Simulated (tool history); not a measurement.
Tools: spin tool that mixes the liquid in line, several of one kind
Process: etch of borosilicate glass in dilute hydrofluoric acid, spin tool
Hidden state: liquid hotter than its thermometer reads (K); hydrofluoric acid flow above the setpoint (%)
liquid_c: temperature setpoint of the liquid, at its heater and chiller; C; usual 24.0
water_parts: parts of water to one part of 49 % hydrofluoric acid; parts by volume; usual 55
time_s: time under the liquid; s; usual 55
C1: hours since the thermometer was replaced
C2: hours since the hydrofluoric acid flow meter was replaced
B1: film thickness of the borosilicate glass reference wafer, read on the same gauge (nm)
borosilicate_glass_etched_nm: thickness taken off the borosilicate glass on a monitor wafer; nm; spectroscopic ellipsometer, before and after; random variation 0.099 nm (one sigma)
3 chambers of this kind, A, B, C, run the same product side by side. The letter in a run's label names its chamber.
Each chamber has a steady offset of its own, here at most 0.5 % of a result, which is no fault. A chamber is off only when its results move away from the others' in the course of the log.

run 1C hour=3.9 | liquid_c=24.0 water_parts=55 time_s=55 | C1=1419.6 C2=246.4 | B1=140.03 | borosilicate_glass_etched_nm=17.864
run 2A hour=8.0 | liquid_c=24.0 water_parts=55 time_s=55 | C1=436.5 C2=314.5 | B1=140.00 | borosilicate_glass_etched_nm=17.873
run 3B hour=11.7 | liquid_c=24.0 water_parts=55 time_s=55 | C1=427.1 C2=162.6 | B1=140.01 | borosilicate_glass_etched_nm=17.693
run 4B hour=15.4 | liquid_c=24.0 water_parts=55 time_s=55 | C1=430.8 C2=166.3 | B1=140.03 | borosilicate_glass_etched_nm=17.825
run 5A hour=19.9 | liquid_c=24.0 water_parts=55 time_s=55 | C1=448.4 C2=326.4 | B1=139.98 | borosilicate_glass_etched_nm=17.993
run 6C hour=23.2 | liquid_c=21.5 water_parts=70 time_s=55 | C1=1438.9 C2=265.7 | B1=140.04 | borosilicate_glass_etched_nm=12.441
run 7B hour=25.8 | liquid_c=21.5 water_parts=70 time_s=55 | C1=441.2 C2=176.7 | B1=140.04 | borosilicate_glass_etched_nm=12.285
run 8A hour=30.0 | liquid_c=21.5 water_parts=70 time_s=55 | C1=458.5 C2=336.5 | B1=140.02 | borosilicate_glass_etched_nm=12.374
run 9C hour=34.9 | liquid_c=24.0 water_parts=55 time_s=55 | C1=1450.6 C2=277.4 | B1=140.05 | borosilicate_glass_etched_nm=17.781
run 10B hour=40.8 | liquid_c=24.0 water_parts=55 time_s=55 | C1=456.2 C2=191.7 | B1=139.93 | borosilicate_glass_etched_nm=17.873
run 11A hour=44.3 | liquid_c=24.0 water_parts=55 time_s=55 | C1=472.8 C2=350.8 | B1=140.02 | borosilicate_glass_etched_nm=17.886
run 12C hour=47.8 | liquid_c=24.0 water_parts=55 time_s=55 | C1=1463.5 C2=290.3 | B1=139.99 | borosilicate_glass_etched_nm=17.650
run 13C hour=51.3 | liquid_c=24.0 water_parts=55 time_s=55 | C1=1467.0 C2=293.8 | B1=140.01 | borosilicate_glass_etched_nm=17.843
run 14B hour=55.3 | liquid_c=28.5 water_parts=55 time_s=75 | C1=470.7 C2=206.2 | B1=140.01 | borosilicate_glass_etched_nm=29.542
run 15A hour=59.3 | liquid_c=28.5 water_parts=55 time_s=75 | C1=487.8 C2=365.8 | B1=140.05 | borosilicate_glass_etched_nm=29.212
run 16B hour=62.2 | liquid_c=28.5 water_parts=55 time_s=75 | C1=477.6 C2=213.1 | B1=139.98 | borosilicate_glass_etched_nm=29.323
run 17A hour=66.1 | liquid_c=24.0 water_parts=55 time_s=55 | C1=494.6 C2=372.6 | B1=139.97 | borosilicate_glass_etched_nm=17.944
run 18C hour=70.4 | liquid_c=24.0 water_parts=55 time_s=55 | C1=1486.1 C2=312.9 | B1=140.03 | borosilicate_glass_etched_nm=17.763
run 19C hour=74.8 | liquid_c=24.0 water_parts=55 time_s=55 | C1=1490.5 C2=317.3 | B1=139.97 | borosilicate_glass_etched_nm=17.620
run 20B hour=78.1 | liquid_c=24.0 water_parts=55 time_s=55 | C1=493.5 C2=229.0 | B1=140.00 | borosilicate_glass_etched_nm=18.025
run 21A hour=81.3 | liquid_c=24.0 water_parts=55 time_s=55 | C1=509.8 C2=387.8 | B1=139.99 | borosilicate_glass_etched_nm=17.655
run 22B hour=85.4 | liquid_c=24.0 water_parts=55 time_s=55 | C1=500.8 C2=236.3 | B1=139.99 | borosilicate_glass_etched_nm=18.343
run 23A hour=88.9 | liquid_c=24.0 water_parts=55 time_s=55 | C1=517.4 C2=395.4 | B1=140.05 | borosilicate_glass_etched_nm=17.721
run 24C hour=94.3 | liquid_c=24.0 water_parts=55 time_s=55 | C1=1510.0 C2=336.8 | B1=139.99 | borosilicate_glass_etched_nm=17.786
run 25A hour=97.8 | liquid_c=24.0 water_parts=55 time_s=55 | C1=526.3 C2=404.3 | B1=140.03 | borosilicate_glass_etched_nm=17.959
run 26C hour=102.5 | liquid_c=24.0 water_parts=55 time_s=70 | C1=1518.2 C2=345.0 | B1=140.02 | borosilicate_glass_etched_nm=22.599
run 27B hour=106.0 | liquid_c=24.0 water_parts=55 time_s=70 | C1=521.4 C2=256.9 | B1=140.03 | borosilicate_glass_etched_nm=23.847
run 28A hour=111.4 | liquid_c=24.0 water_parts=55 time_s=70 | C1=539.9 C2=417.9 | B1=140.01 | borosilicate_glass_etched_nm=22.595
run 29C hour=116.8 | liquid_c=24.0 water_parts=55 time_s=55 | C1=1532.5 C2=359.3 | B1=139.93 | borosilicate_glass_etched_nm=17.853
run 30B hour=121.2 | liquid_c=24.0 water_parts=55 time_s=55 | C1=536.6 C2=272.1 | B1=140.04 | borosilicate_glass_etched_nm=18.727
run 31B hour=124.5 | liquid_c=24.0 water_parts=25 time_s=80 | C1=539.9 C2=275.4 | B1=140.07 | borosilicate_glass_etched_nm=63.237

Next, every chamber runs the same settings. What will each give?
run 32A hour=128.7 | liquid_c=20.5 water_parts=55 time_s=55 | borosilicate_glass_etched_nm=?
run 32B hour=128.7 | liquid_c=20.5 water_parts=55 time_s=55 | borosilicate_glass_etched_nm=?
run 32C hour=128.7 | liquid_c=20.5 water_parts=55 time_s=55 | borosilicate_glass_etched_nm=?

run=32A borosilicate_glass_etched_nm=15.420
run=32B borosilicate_glass_etched_nm=16.278
run=32C borosilicate_glass_etched_nm=15.406
